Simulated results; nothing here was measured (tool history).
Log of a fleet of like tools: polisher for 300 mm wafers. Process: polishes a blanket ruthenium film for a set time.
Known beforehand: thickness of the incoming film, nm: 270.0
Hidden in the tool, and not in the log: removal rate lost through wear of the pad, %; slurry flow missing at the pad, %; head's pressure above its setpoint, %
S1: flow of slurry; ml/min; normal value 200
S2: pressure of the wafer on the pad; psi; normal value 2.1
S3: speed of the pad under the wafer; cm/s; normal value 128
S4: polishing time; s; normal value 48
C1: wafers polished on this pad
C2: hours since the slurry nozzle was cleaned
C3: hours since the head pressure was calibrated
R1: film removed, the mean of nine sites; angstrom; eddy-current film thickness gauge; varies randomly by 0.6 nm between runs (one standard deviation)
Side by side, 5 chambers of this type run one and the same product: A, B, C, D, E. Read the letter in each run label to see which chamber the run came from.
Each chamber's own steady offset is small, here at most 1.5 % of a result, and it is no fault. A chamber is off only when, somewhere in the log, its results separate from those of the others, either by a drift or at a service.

-- hour=0.4 chamber C: worn pad replaced by a new one
run 1D hour=3.1 | S1=200 S2=2.1 S3=128 S4=48 | C1=582 C2=114.3 C3=250.5 | R1=738.43
run 2C hour=5.4 | S1=200 S2=2.1 S3=128 S4=48 | C1=70 C2=67.5 C3=53.4 | R1=733.09
run 3E hour=7.7 | S1=200 S2=2.1 S3=128 S4=48 | C1=759 C2=139.8 C3=726.5 | R1=728.61
-- hour=10.8 chamber B: worn pad replaced by a new one
run 4B hour=11.4 | S1=200 S2=2.1 S3=128 S4=48 | C1=8 C2=83 C3=340.8 | R1=727.48
run 5A hour=14 | S1=200 S2=2.1 S3=128 S4=48 | C1=277 C2=230.4 C3=313.6 | R1=735.19
-- hour=14.2 chamber E: worn pad replaced by a new one
run 6D hour=17.3 | S1=200 S2=2.1 S3=128 S4=48 | C1=779 C2=128.5 C3=264.7 | R1=741.94
run 7B hour=19.9 | S1=200 S2=2.1 S3=128 S4=38 | C1=126 C2=91.5 C3=349.3 | R1=585.42
-- hour=20.5 chamber D: worn pad replaced by a new one
run 8A hour=24.1 | S1=200 S2=2.1 S3=128 S4=38 | C1=417 C2=240.5 C3=323.7 | R1=575.97
run 9C hour=28.1 | S1=200 S2=2.1 S3=128 S4=38 | C1=384 C2=90.2 C3=76.1 | R1=588.24
run 10E hour=31.2 | S1=200 S2=2.1 S3=128 S4=38 | C1=235 C2=163.3 C3=750 | R1=591.46
run 11B hour=35.3 | S1=200 S2=2.1 S3=128 S4=38 | C1=339 C2=106.9 C3=364.7 | R1=584.13
-- hour=37.7 chamber A: slurry nozzle cleaned
run 12A hour=38.7 | S1=200 S2=2.1 S3=128 S4=48 | C1=619 C2=1 C3=338.3 | R1=733.93
-- hour=39.8 chamber A: worn pad replaced by a new one
run 13C hour=42.8 | S1=200 S2=2.1 S3=128 S4=48 | C1=588 C2=104.9 C3=90.8 | R1=728.34
run 14D hour=47 | S1=200 S2=2.1 S3=128 S4=48 | C1=368 C2=158.2 C3=294.4 | R1=729.16
run 15E hour=50.6 | S1=200 S2=2.1 S3=128 S4=48 | C1=504 C2=182.7 C3=769.4 | R1=740.87
run 16D hour=55 | S1=200 S2=2.1 S3=128 S4=48 | C1=479 C2=166.2 C3=302.4 | R1=729.19
run 17E hour=57.8 | S1=200 S2=2.1 S3=128 S4=48 | C1=604 C2=189.9 C3=776.6 | R1=740.82
-- hour=59.3 chamber B: worn pad replaced by a new one
run 18B hour=60.9 | S1=200 S2=1.5 S3=152 S4=48 | C1=22 C2=132.5 C3=390.3 | R1=637.54
run 19A hour=65.3 | S1=200 S2=1.5 S3=152 S4=48 | C1=354 C2=27.6 C3=364.9 | R1=625.18
run 20C hour=68.9 | S1=200 S2=1.5 S3=152 S4=48 | C1=949 C2=131 C3=116.9 | R1=621.46
run 21A hour=73.2 | S1=200 S2=1.5 S3=152 S4=48 | C1=463 C2=35.5 C3=372.8 | R1=618.54
-- hour=76.7 chamber D: worn pad replaced by a new one
run 22B hour=77.2 | S1=200 S2=1.5 S3=152 S4=48 | C1=248 C2=148.8 C3=406.6 | R1=645.39
run 23C hour=79.9 | S1=200 S2=2.1 S3=128 S4=48 | C1=1102 C2=142 C3=127.9 | R1=746.51
-- hour=80.7 chamber E: worn pad replaced by a new one
run 24D hour=83.1 | S1=200 S2=2.1 S3=128 S4=48 | C1=89 C2=194.3 C3=330.5 | R1=728.85
-- hour=83.3 chamber C: worn pad replaced by a new one
run 25E hour=85.4 | S1=200 S2=2.1 S3=128 S4=48 | C1=65 C2=217.5 C3=804.2 | R1=747.2
-- hour=86.7 chamber A: worn pad replaced by a new one
run 26C hour=89.6 | S1=200 S2=2.1 S3=128 S4=48 | C1=88 C2=151.7 C3=137.6 | R1=747.71
run 27D hour=92.3 | S1=200 S2=2.1 S3=128 S4=48 | C1=216 C2=203.5 C3=339.7 | R1=736.88
run 28A hour=96.7 | S1=200 S2=2.1 S3=128 S4=48 | C1=139 C2=59 C3=396.3 | R1=745.03
run 29E hour=101.1 | S1=200 S2=2.1 S3=128 S4=48 | C1=282 C2=233.2 C3=819.9 | R1=740.55
run 30B hour=103.7 | S1=200 S2=2.1 S3=128 S4=48 | C1=615 C2=175.3 C3=433.1 | R1=796.95
-- hour=104.1 chamber B: worn pad replaced by a new one
run 31A hour=106.7 | S1=200 S2=2.1 S3=128 S4=48 | C1=278 C2=69 C3=406.3 | R1=728.41
run 32E hour=111 | S1=200 S2=2.1 S3=128 S4=48 | C1=420 C2=243.1 C3=829.8 | R1=743.22
run 33C hour=114.9 | S1=135 S2=2.1 S3=154 S4=48 | C1=438 C2=177 C3=162.9 | R1=833.44
run 34D hour=118.8 | S1=135 S2=2.1 S3=154 S4=48 | C1=583 C2=230 C3=366.2 | R1=828.35
run 35B hour=120.8 | S1=135 S2=2.1 S3=154 S4=48 | C1=232 C2=192.4 C3=450.2 | R1=913.52
-- hour=123.5 chamber A: worn pad replaced by a new one
run 36D hour=125.2 | S1=135 S2=2.1 S3=154 S4=48 | C1=672 C2=236.4 C3=372.6 | R1=840.81
run 37A hour=127.4 | S1=135 S2=2.1 S3=154 S4=48 | C1=55 C2=89.7 C3=427 | R1=830.54
run 38C hour=130.4 | S1=200 S2=2.1 S3=128 S4=48 | C1=653 C2=192.5 C3=178.4 | R1=746.08
run 39E hour=134 | S1=200 S2=2.1 S3=128 S4=48 | C1=738 C2=266.1 C3=852.8 | R1=751.47

Read the log: is a single chamber off, either drifting away or since a service, is the gauge that measures every chamber drifting, or is nothing wrong beyond small per-chamber offsets? Name any odd chamber and what most likely caused it.

Chamber B drifts away from the others.
What lies behind it: head's pressure above its setpoint, % = 12.2.

Below are 4 candidate recipes for chamber B's next run, each the usual settings with a change, their results shown as question marks. Which of them brings B's results back in line with what the other chambers give on the usual settings?
Maximum distance from the other chambers' mean on the usual settings for a result to count as in line: R1 21 angstrom
run 40B-1 hour=137.2 | S1=200 S2=2.1 S3=136 S4=48 | R1=?
run 40B-2 hour=137.2 | S1=200 S2=2 S3=128 S4=45 | R1=?
run 40B-3 hour=137.2 | S1=200 S2=2.2 S3=132 S4=50 | R1=?
run 40B-4 hour=137.2 | S1=200 S2=2.1 S3=120 S4=48 | R1=?

Mean of the other chambers on the usual settings: R1 735.86 angstrom
run=40B-1 R1=870.57
run=40B-2 R1=731.65
run=40B-3 R1=922.48
run=40B-4 R1=768.76
40B-2 puts the chamber back in line with the other chambers.
